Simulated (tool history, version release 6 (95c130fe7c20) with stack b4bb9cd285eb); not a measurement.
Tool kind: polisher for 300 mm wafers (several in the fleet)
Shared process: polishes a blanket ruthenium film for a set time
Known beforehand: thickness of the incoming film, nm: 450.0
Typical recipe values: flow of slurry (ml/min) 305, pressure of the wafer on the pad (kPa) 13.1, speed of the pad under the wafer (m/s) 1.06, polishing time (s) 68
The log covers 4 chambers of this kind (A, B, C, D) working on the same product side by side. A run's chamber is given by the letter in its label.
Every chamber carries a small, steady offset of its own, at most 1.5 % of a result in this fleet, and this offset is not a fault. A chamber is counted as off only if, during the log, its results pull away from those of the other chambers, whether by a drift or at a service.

run   hour  flow of slurry (ml/min)  pressure of the wafer on the pad (kPa)  speed of the pad under the wafer (m/s)  polishing time (s)  film removed (Å)
       0.7  -- chamber C: worn pad replaced by a new one
       7.4  -- chamber A: worn pad replaced by a new one
 1A    8.7                      305                                    13.1                                    1.06                  68            731.92
      10.4  -- chamber B: worn pad replaced by a new one
 2D   16.9                      305                                    13.1                                    1.06                  68            740.40
 3B   30.6                      305                                    13.1                                    1.06                  68            741.04
      34.9  -- chamber B: slurry nozzle cleaned
 4C   43.1                      305                                    13.1                                    1.06                  68            731.97
 5B   56.6                      305                                    13.1                                    1.06                  68            742.09
 6D   67.3                      305                                    17.2                                    1.22                  68           1120.40
      72.2  -- chamber D: worn pad replaced by a new one
 7A   79.3                      305                                    17.2                                    1.22                  68           1103.70
      79.8  -- chamber A: worn pad replaced by a new one
      89.4  -- chamber C: worn pad replaced by a new one
      89.6  -- chamber B: worn pad replaced by a new one
 8C   91.4                      305                                    17.2                                    1.22                  68           1114.70
 9D   99.8                      305                                    17.2                                    1.22                  68           1112.90
10B  110.8                      305                                    13.1                                    1.06                  68            747.48
11A  120.3                      220                                    15.2                                    1.06                  68            819.40
12C  133.9                      220                                    15.2                                    1.06                  68            821.96
     137.6  -- chamber A: slurry nozzle cleaned
13B  143.5                      220                                    15.2                                    1.06                  68            823.31
     146.3  -- chamber A: worn pad replaced by a new one
14A  152.3                      220                                    15.2                                    1.06                  68            825.39
15C  161.7                      305                                    13.1                                    1.06                  68            736.47
     167.5  -- chamber B: worn pad replaced by a new one
16D  171.1                      305                                    13.1                                    1.06                  68            743.61
     176.0  -- chamber C: head pressure recalibrated
17B  178.1                      305                                    13.1                                    1.06                  68            747.86
     183.9  -- chamber D: slurry nozzle cleaned
18C  188.3                      305                                    13.1                                    1.06                  68            670.53
     196.2  -- chamber C: worn pad replaced by a new one
19D  200.7                      305                                    13.1                                    1.06                  68            740.64
     203.6  -- chamber D: worn pad replaced by a new one
     206.8  -- chamber A: worn pad replaced by a new one
20A  206.8                      305                                    13.1                                    1.06                  68            743.46
21B  220.0                      305                                    13.1                                    1.06                  68            740.48
22D  227.6                      305                                    13.1                                    1.06                  68            750.87
     232.4  -- chamber B: worn pad replaced by a new one
23A  237.2                      305                                    13.1                                    1.06                  68            746.24
24C  251.1                      305                                    13.1                                    1.06                  68            663.16
25B  262.6                      305                                    13.1                                    1.06                  68            746.31
26D  271.2                      305                                    13.1                                    1.06                  68            737.79
     272.9  -- chamber A: worn pad replaced by a new one
27C  280.6                      305                                    13.1                                    1.06                  68            675.73
28A  292.6                      305                                    13.1                                    1.06                  68            733.55
     293.4  -- chamber C: worn pad replaced by a new one
29C  299.8                      305                                    13.1                                    1.06                  68            683.83
     306.4  -- chamber B: worn pad replaced by a new one
30B  310.0                      305                                    13.1                                    1.06                  68            744.89
     315.4  -- chamber D: worn pad replaced by a new one
31D  318.8                      305                                    13.1                                    1.06                  68            736.12
     324.2  -- chamber A: head pressure recalibrated
32A  331.6                      305                                    13.1                                    1.06                  68            735.12
33B  338.4                      305                                    13.1                                    1.06                  85            929.11
34D  346.7                      305                                    13.1                                    1.06                  85            921.94

The same settings go to every chamber for the next run, one line per chamber below. Forecast the results for each:
35A  356.8                      305                                    13.1                                    1.06                  68                 ?
35B  356.8                      305                                    13.1                                    1.06                  68                 ?
35C  356.8                      305                                    13.1                                    1.06                  68                 ?
35D  356.8                      305                                    13.1                                    1.06                  68                 ?

run  film removed (Å)
35A            736.54
35B            742.27
35C            668.16
35D            738.60
